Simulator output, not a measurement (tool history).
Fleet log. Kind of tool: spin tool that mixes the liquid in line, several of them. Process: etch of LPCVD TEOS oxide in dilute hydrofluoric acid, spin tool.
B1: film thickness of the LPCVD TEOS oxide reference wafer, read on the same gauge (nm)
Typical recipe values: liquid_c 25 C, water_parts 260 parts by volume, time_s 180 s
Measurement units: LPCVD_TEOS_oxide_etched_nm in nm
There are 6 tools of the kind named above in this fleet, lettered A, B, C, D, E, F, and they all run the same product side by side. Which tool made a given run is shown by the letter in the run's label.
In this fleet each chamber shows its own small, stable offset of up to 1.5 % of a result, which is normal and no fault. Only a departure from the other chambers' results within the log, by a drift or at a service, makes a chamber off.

{"run": "1B", "hour": 5.4, "liquid_c": 25, "water_parts": 260, "time_s": 180, "B1": 140.01, "LPCVD_TEOS_oxide_etched_nm": 13.572}
{"run": "2F", "hour": 9.4, "liquid_c": 25, "water_parts": 260, "time_s": 180, "B1": 139.97, "LPCVD_TEOS_oxide_etched_nm": 13.512}
{"run": "3A", "hour": 13.8, "liquid_c": 25, "water_parts": 260, "time_s": 180, "B1": 139.99, "LPCVD_TEOS_oxide_etched_nm": 13.32}
{"run": "4C", "hour": 17.3, "liquid_c": 25, "water_parts": 260, "time_s": 180, "B1": 139.98, "LPCVD_TEOS_oxide_etched_nm": 13.669}
{"run": "5E", "hour": 24.5, "liquid_c": 25, "water_parts": 335, "time_s": 265, "B1": 140.01, "LPCVD_TEOS_oxide_etched_nm": 14.504}
{"run": "6D", "hour": 30.8, "liquid_c": 25, "water_parts": 335, "time_s": 265, "B1": 140.02, "LPCVD_TEOS_oxide_etched_nm": 14.313}
{"run": "7E", "hour": 36.6, "liquid_c": 25, "water_parts": 335, "time_s": 265, "B1": 139.99, "LPCVD_TEOS_oxide_etched_nm": 14.483}
{"run": "8F", "hour": 43.5, "liquid_c": 25, "water_parts": 335, "time_s": 265, "B1": 140.0, "LPCVD_TEOS_oxide_etched_nm": 14.427}
{"run": "9C", "hour": 48.2, "liquid_c": 25, "water_parts": 335, "time_s": 265, "B1": 140.0, "LPCVD_TEOS_oxide_etched_nm": 14.494}
{"run": "10A", "hour": 53.3, "liquid_c": 25, "water_parts": 335, "time_s": 265, "B1": 139.99, "LPCVD_TEOS_oxide_etched_nm": 14.037}
{"run": "11D", "hour": 58.6, "liquid_c": 21, "water_parts": 260, "time_s": 265, "B1": 140.01, "LPCVD_TEOS_oxide_etched_nm": 17.117}
{"run": "12B", "hour": 62.6, "liquid_c": 21, "water_parts": 260, "time_s": 265, "B1": 139.97, "LPCVD_TEOS_oxide_etched_nm": 17.245}
{"run": "13E", "hour": 68.3, "liquid_c": 21, "water_parts": 260, "time_s": 265, "B1": 140.01, "LPCVD_TEOS_oxide_etched_nm": 17.097}
{"run": "14D", "hour": 71.9, "liquid_c": 21, "water_parts": 260, "time_s": 265, "B1": 140.02, "LPCVD_TEOS_oxide_etched_nm": 17.195}
{"run": "15A", "hour": 75.9, "liquid_c": 21, "water_parts": 260, "time_s": 265, "B1": 140.03, "LPCVD_TEOS_oxide_etched_nm": 17.273}
{"run": "16C", "hour": 80.6, "liquid_c": 21, "water_parts": 260, "time_s": 265, "B1": 139.99, "LPCVD_TEOS_oxide_etched_nm": 17.495}
{"run": "17B", "hour": 86.2, "liquid_c": 25, "water_parts": 260, "time_s": 180, "B1": 140.0, "LPCVD_TEOS_oxide_etched_nm": 13.43}
{"run": "18F", "hour": 89.7, "liquid_c": 25, "water_parts": 260, "time_s": 180, "B1": 140.01, "LPCVD_TEOS_oxide_etched_nm": 13.459}
{"run": "19E", "hour": 96.6, "liquid_c": 28, "water_parts": 260, "time_s": 180, "B1": 140.02, "LPCVD_TEOS_oxide_etched_nm": 14.858}
{"run": "20C", "hour": 102.9, "liquid_c": 28, "water_parts": 260, "time_s": 180, "B1": 139.98, "LPCVD_TEOS_oxide_etched_nm": 15.08}
{"run": "21A", "hour": 107.7, "liquid_c": 28, "water_parts": 260, "time_s": 180, "B1": 140.0, "LPCVD_TEOS_oxide_etched_nm": 14.938}
{"run": "22D", "hour": 111.2, "liquid_c": 28, "water_parts": 260, "time_s": 180, "B1": 140.02, "LPCVD_TEOS_oxide_etched_nm": 14.2}
{"run": "23F", "hour": 115.7, "liquid_c": 28, "water_parts": 260, "time_s": 180, "B1": 139.99, "LPCVD_TEOS_oxide_etched_nm": 15.22}
{"run": "24B", "hour": 120.5, "liquid_c": 28, "water_parts": 260, "time_s": 180, "B1": 139.96, "LPCVD_TEOS_oxide_etched_nm": 15.048}
{"run": "25D", "hour": 123.9, "liquid_c": 25, "water_parts": 260, "time_s": 180, "B1": 140.01, "LPCVD_TEOS_oxide_etched_nm": 12.809}
{"run": "26B", "hour": 128.1, "liquid_c": 25, "water_parts": 260, "time_s": 180, "B1": 139.97, "LPCVD_TEOS_oxide_etched_nm": 13.768}
{"run": "27E", "hour": 133.8, "liquid_c": 25, "water_parts": 260, "time_s": 180, "B1": 139.99, "LPCVD_TEOS_oxide_etched_nm": 13.449}
{"run": "28F", "hour": 141.0, "liquid_c": 25, "water_parts": 260, "time_s": 180, "B1": 140.01, "LPCVD_TEOS_oxide_etched_nm": 13.341}
{"hour": 141.2, "done": "chamber A: hydrofluoric acid flow meter replaced"}
{"run": "29C", "hour": 145.1, "liquid_c": 25, "water_parts": 260, "time_s": 180, "B1": 139.98, "LPCVD_TEOS_oxide_etched_nm": 13.729}
{"hour": 148.6, "done": "chamber E: thermometer replaced"}
{"run": "30A", "hour": 150.4, "liquid_c": 25, "water_parts": 260, "time_s": 180, "B1": 139.97, "LPCVD_TEOS_oxide_etched_nm": 13.631}
{"run": "31E", "hour": 157.1, "liquid_c": 25, "water_parts": 260, "time_s": 180, "B1": 140.0, "LPCVD_TEOS_oxide_etched_nm": 13.578}
{"run": "32C", "hour": 163.4, "liquid_c": 25, "water_parts": 150, "time_s": 180, "B1": 139.97, "LPCVD_TEOS_oxide_etched_nm": 26.816}
{"run": "33F", "hour": 168.7, "liquid_c": 25, "water_parts": 150, "time_s": 180, "B1": 139.99, "LPCVD_TEOS_oxide_etched_nm": 26.51}
{"run": "34D", "hour": 175.8, "liquid_c": 25, "water_parts": 150, "time_s": 180, "B1": 140.01, "LPCVD_TEOS_oxide_etched_nm": 23.524}
{"run": "35B", "hour": 182.9, "liquid_c": 25, "water_parts": 150, "time_s": 180, "B1": 139.98, "LPCVD_TEOS_oxide_etched_nm": 26.444}
{"run": "36A", "hour": 187.1, "liquid_c": 25, "water_parts": 150, "time_s": 180, "B1": 139.99, "LPCVD_TEOS_oxide_etched_nm": 26.685}

Which is it: a chamber that has drifted or been left off by a service, a gauge drift common to all chambers, or only each chamber's usual small offset? If a chamber is off, name it and its likeliest cause.

Chamber D drifts away from the others.
Likeliest cause: hydrofluoric acid flow below the setpoint (%) = 9.13.

Here are 4 candidates for chamber D's next run, each the usual settings with a change, their results left as question marks. Which one brings its results back in line with what the others give on the usual settings?
In-line tolerance around the mean of the other chambers on the usual settings: LPCVD_TEOS_oxide_etched_nm 0.4200 nm
{"run": "37D-1", "hour": 192.7, "liquid_c": 25, "water_parts": 260, "time_s": 240, "LPCVD_TEOS_oxide_etched_nm": "?"}
{"run": "37D-2", "hour": 192.7, "liquid_c": 25, "water_parts": 275, "time_s": 170, "LPCVD_TEOS_oxide_etched_nm": "?"}
{"run": "37D-3", "hour": 192.7, "liquid_c": 25, "water_parts": 260, "time_s": 135, "LPCVD_TEOS_oxide_etched_nm": "?"}
{"run": "37D-4", "hour": 192.7, "liquid_c": 25, "water_parts": 245, "time_s": 190, "LPCVD_TEOS_oxide_etched_nm": "?"}

The other chambers' mean on the usual settings: LPCVD_TEOS_oxide_etched_nm 13.5480 nm
run=37D-1 LPCVD_TEOS_oxide_etched_nm=15.7590
run=37D-2 LPCVD_TEOS_oxide_etched_nm=10.3870
run=37D-3 LPCVD_TEOS_oxide_etched_nm=8.8644
run=37D-4 LPCVD_TEOS_oxide_etched_nm=13.4550
37D-4 puts the chamber back in line with the other chambers.
